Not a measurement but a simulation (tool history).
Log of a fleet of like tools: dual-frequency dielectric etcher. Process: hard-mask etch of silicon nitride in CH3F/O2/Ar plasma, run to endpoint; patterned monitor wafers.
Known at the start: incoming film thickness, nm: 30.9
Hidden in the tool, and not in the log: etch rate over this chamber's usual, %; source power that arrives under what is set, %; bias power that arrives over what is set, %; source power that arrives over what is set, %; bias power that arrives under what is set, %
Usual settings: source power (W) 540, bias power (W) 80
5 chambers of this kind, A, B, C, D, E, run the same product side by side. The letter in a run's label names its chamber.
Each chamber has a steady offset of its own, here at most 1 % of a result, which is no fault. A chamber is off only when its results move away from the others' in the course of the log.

run   hour  source power (W)  bias power (W)  hours since the last wet clean  hours since the last source power generator calibration  hours since the last bias power generator calibration  endpoint time (s)
 1A   11.5               540              80                           221.8                                                   3377.1                                                 1002.2             38.481
 2E   21.6               540              80                           199.7                                                    248.3                                                 3610.2             38.573
      26.6  -- chamber E: bias power generator calibrated
 3C   34.0               540              80                           133.4                                                   1367.9                                                 3358.4             38.681
 4D   40.9               540              80                           292.7                                                    106.9                                                  752.0             39.030
 5B   55.3               540              80                           321.0                                                    289.0                                                  508.2             38.297
 6D   69.5               540              80                           321.3                                                    135.5                                                  780.6             38.732
 7E   84.1               540              80                           262.2                                                    310.8                                                   57.6             38.373
 8C   98.3               540              80                           197.7                                                   1432.2                                                 3422.7             38.436
 9A  106.5               490              80                           316.8                                                   3472.1                                                 1097.2             39.901
10B  113.3               490              80                           379.0                                                    347.0                                                  566.2             39.926
11C  120.1               490              80                           219.5                                                   1454.0                                                 3444.5             40.169
12B  131.1               490              80                           396.8                                                    364.8                                                  584.0             39.860
13A  140.6               490              80                           350.9                                                   3506.2                                                 1131.3             39.765
14E  151.6               540              80                           329.7                                                    378.3                                                  125.1             38.241
15D  159.0               540              80                           410.8                                                    225.0                                                  870.1             38.972
16A  168.0               540              64                           378.3                                                   3533.6                                                 1158.7             41.480
17D  182.7               540              64                           434.5                                                    248.7                                                  893.8             41.773
18C  191.5               540              64                           290.9                                                   1525.4                                                 3515.9             41.564
     195.8  -- chamber E: wet clean of the chamber
19B  207.2               540              64                           472.9                                                    440.9                                                  660.1             41.461
20E  218.4               540              64                            22.6                                                    445.1                                                  191.9             41.246
21E  227.8               540              80                            32.0                                                    454.5                                                  201.3             38.582
22A  238.3               540              80                           448.6                                                   3603.9                                                 1229.0             38.160
     242.1  -- chamber B: wet clean of the chamber
23D  252.3               540              80                           504.1                                                    318.3                                                  963.4             38.749
24B  265.2               540              80                            23.1                                                    498.9                                                  718.1             38.737
25C  272.5               540              80                           371.9                                                   1606.4                                                 3596.9             38.598
26D  281.6               540              80                           533.4                                                    347.6                                                  992.7             38.577
27C  294.7               540              80                           394.1                                                   1628.6                                                 3619.1             38.652
28B  304.0               540              80                            61.9                                                    537.7                                                  756.9             38.684
29E  314.1               540              80                           118.3                                                    540.8                                                  287.6             38.542
30A  326.3               540              80                           536.6                                                   3691.9                                                 1317.0             37.885
     327.2  -- chamber D: wet clean of the chamber
31D  341.0               420              93                            13.9                                                    407.0                                                 1052.1             40.520
32C  347.8               420              93                           447.2                                                   1681.7                                                 3672.2             39.934
33B  358.2               420              93                           116.1                                                    591.9                                                  811.1             40.170
34E  368.0               420              93                           172.2                                                    594.7                                                  341.5             39.996
35A  383.2               420              93                           593.5                                                   3748.8                                                 1373.9             39.137
36A  396.6               590              99                           606.9                                                   3762.2                                                 1387.3             33.814
     396.8  -- chamber A: source power generator calibrated
37C  407.5               590              99                           506.9                                                   1741.4                                                 3731.9             34.669
38B  418.7               590              99                           176.6                                                    652.4                                                  871.6             34.602
     425.1  -- chamber C: wet clean of the chamber
39D  434.1               590              99                           107.0                                                    500.1                                                 1145.2             34.842
40E  442.8               590              99                           247.0                                                    669.5                                                  416.3             34.509
41E  458.4               540              80                           262.6                                                    685.1                                                  431.9             38.168
42C  469.2               540              80                            44.1                                                   1803.1                                                 3793.6             38.713
43D  483.4               540              80                           156.3                                                    549.4                                                 1194.5             38.973
44A  497.6               600              94                           707.9                                                    100.8                                                 1488.3             33.610

Is one chamber off against the others, does the gauge drift, or is nothing wrong? If a chamber is off, say which, and what the likeliest cause is.

Chamber A drifts away from the others.
Cause: etch rate over this chamber's usual, % = 3.87.

Here are 4 candidates for chamber A's next run, each the usual settings with a change, their results left as question marks. Which one brings its results back in line with what the others give on the usual settings?
In line means no further than this from the other chambers' mean on the usual settings: endpoint time (s) 0.740
45A-1  508.8               540              99                                                                                                                                                                  ?
45A-2  508.8               580              85                                                                                                                                                                  ?
45A-3  508.8               430              80                                                                                                                                                                  ?
45A-4  508.8               500              75                                                                                                                                                                  ?

The other chambers' mean on the usual settings: endpoint time (s) 38.574
  run  endpoint time (s)
45A-1             34.208
45A-2             35.128
45A-3             40.254
45A-4             38.835
45A-4 brings the chamber back in line.

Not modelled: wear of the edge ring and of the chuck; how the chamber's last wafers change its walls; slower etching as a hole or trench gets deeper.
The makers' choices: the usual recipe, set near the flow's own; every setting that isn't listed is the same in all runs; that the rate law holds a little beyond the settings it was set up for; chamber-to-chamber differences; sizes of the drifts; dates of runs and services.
